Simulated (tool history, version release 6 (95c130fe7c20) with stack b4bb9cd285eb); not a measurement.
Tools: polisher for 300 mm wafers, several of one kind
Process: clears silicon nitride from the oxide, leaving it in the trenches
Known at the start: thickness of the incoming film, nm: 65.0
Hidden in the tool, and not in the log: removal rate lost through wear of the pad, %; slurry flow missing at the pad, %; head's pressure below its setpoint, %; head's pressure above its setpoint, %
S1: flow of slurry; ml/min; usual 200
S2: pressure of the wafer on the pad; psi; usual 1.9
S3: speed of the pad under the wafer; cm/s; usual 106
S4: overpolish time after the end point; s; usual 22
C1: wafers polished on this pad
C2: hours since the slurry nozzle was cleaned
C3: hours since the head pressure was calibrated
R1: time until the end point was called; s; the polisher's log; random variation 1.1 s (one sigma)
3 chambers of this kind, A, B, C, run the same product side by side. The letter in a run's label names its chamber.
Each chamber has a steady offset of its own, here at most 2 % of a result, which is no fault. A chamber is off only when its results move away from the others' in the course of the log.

| run | hour | S1 | S2 | S3 | S4 | C1 | C2 | C3 | R1 |
|---|---|---|---|---|---|---|---|---|---|
| 1C | 3.8 | 200 | 1.9 | 106 | 22 | 184 | 203.1 | 422.2 | 88.973 |
| 2B | 9.2 | 200 | 1.9 | 106 | 22 | 118 | 467.2 | 161.6 | 84.190 |
|  | 11.1 | chamber B: slurry nozzle cleaned |
| 3A | 13.8 | 200 | 1.9 | 106 | 22 | 738 | 421.7 | 166.1 | 85.597 |
|  | 17.9 | chamber C: slurry nozzle cleaned |
| 4A | 19.8 | 200 | 1.9 | 106 | 22 | 791 | 427.7 | 172.1 | 85.074 |
| 5C | 23.4 | 200 | 1.9 | 106 | 22 | 359 | 5.5 | 441.8 | 86.297 |
| 6B | 29.0 | 200 | 1.9 | 106 | 22 | 295 | 18.0 | 181.4 | 81.625 |
| 7C | 35.4 | 200 | 1.9 | 88 | 22 | 466 | 17.5 | 453.8 | 103.280 |
| 8A | 40.7 | 200 | 1.9 | 88 | 22 | 977 | 448.6 | 193.0 | 101.860 |
|  | 41.1 | chamber A: worn pad replaced by a new one |
| 9B | 48.1 | 200 | 1.9 | 88 | 22 | 465 | 37.1 | 200.5 | 100.260 |
| 10A | 53.0 | 200 | 1.9 | 106 | 22 | 106 | 460.9 | 205.3 | 87.289 |
| 11B | 57.0 | 150 | 1.9 | 106 | 22 | 544 | 46.0 | 209.4 | 87.065 |
| 12C | 63.5 | 150 | 1.9 | 106 | 22 | 716 | 45.6 | 481.9 | 95.472 |
| 13B | 68.2 | 150 | 1.9 | 106 | 22 | 644 | 57.2 | 220.6 | 86.115 |
| 14A | 75.8 | 200 | 1.9 | 106 | 22 | 309 | 483.7 | 228.1 | 86.200 |
| 15C | 82.3 | 200 | 1.9 | 106 | 22 | 883 | 64.4 | 500.7 | 93.379 |
| 16A | 86.8 | 200 | 1.9 | 92 | 27 | 407 | 494.7 | 239.1 | 96.712 |
|  | 89.6 | chamber A: slurry nozzle cleaned |
| 17C | 90.9 | 200 | 1.9 | 92 | 27 | 960 | 73.0 | 509.3 | 109.420 |
| 18B | 95.0 | 200 | 1.9 | 92 | 27 | 882 | 84.0 | 247.4 | 99.188 |
| 19C | 101.1 | 200 | 1.9 | 106 | 22 | 1050 | 83.2 | 519.5 | 94.711 |
| 20A | 107.3 | 200 | 1.9 | 106 | 22 | 589 | 17.8 | 259.6 | 84.794 |

What goes on in this fleet: one chamber off, a drifting gauge, or nothing beyond the chambers' own small offsets? Name the chamber and the cause, if any.

Chamber C drifts away from the others.
Cause: head's pressure below its setpoint, % = 12.
The log may not tell that from: removal rate lost through wear of the pad, %.

Here are 4 candidates for chamber C's next run, each the usual settings with a change, their results left as question marks. Which one brings its results back in line with what the others give on the usual settings?
In line means no further than this from the other chambers' mean on the usual settings: R1 3.800 s
| 21C-1 | 112.9 | 205 | 2.4 | 106 | 22 |  |  |  | ? |
| 21C-2 | 112.9 | 200 | 2.0 | 114 | 22 |  |  |  | ? |
| 21C-3 | 112.9 | 200 | 1.8 | 98 | 22 |  |  |  | ? |
| 21C-4 | 112.9 | 200 | 1.7 | 94 | 22 |  |  |  | ? |

The other chambers' mean on the usual settings: R1 84.442 s
| run | R1 |
|---|---|
| 21C-1 | 76.928 |
| 21C-2 | 85.970 |
| 21C-3 | 111.100 |
| 21C-4 | 122.600 |
21C-2 brings the chamber back in line.

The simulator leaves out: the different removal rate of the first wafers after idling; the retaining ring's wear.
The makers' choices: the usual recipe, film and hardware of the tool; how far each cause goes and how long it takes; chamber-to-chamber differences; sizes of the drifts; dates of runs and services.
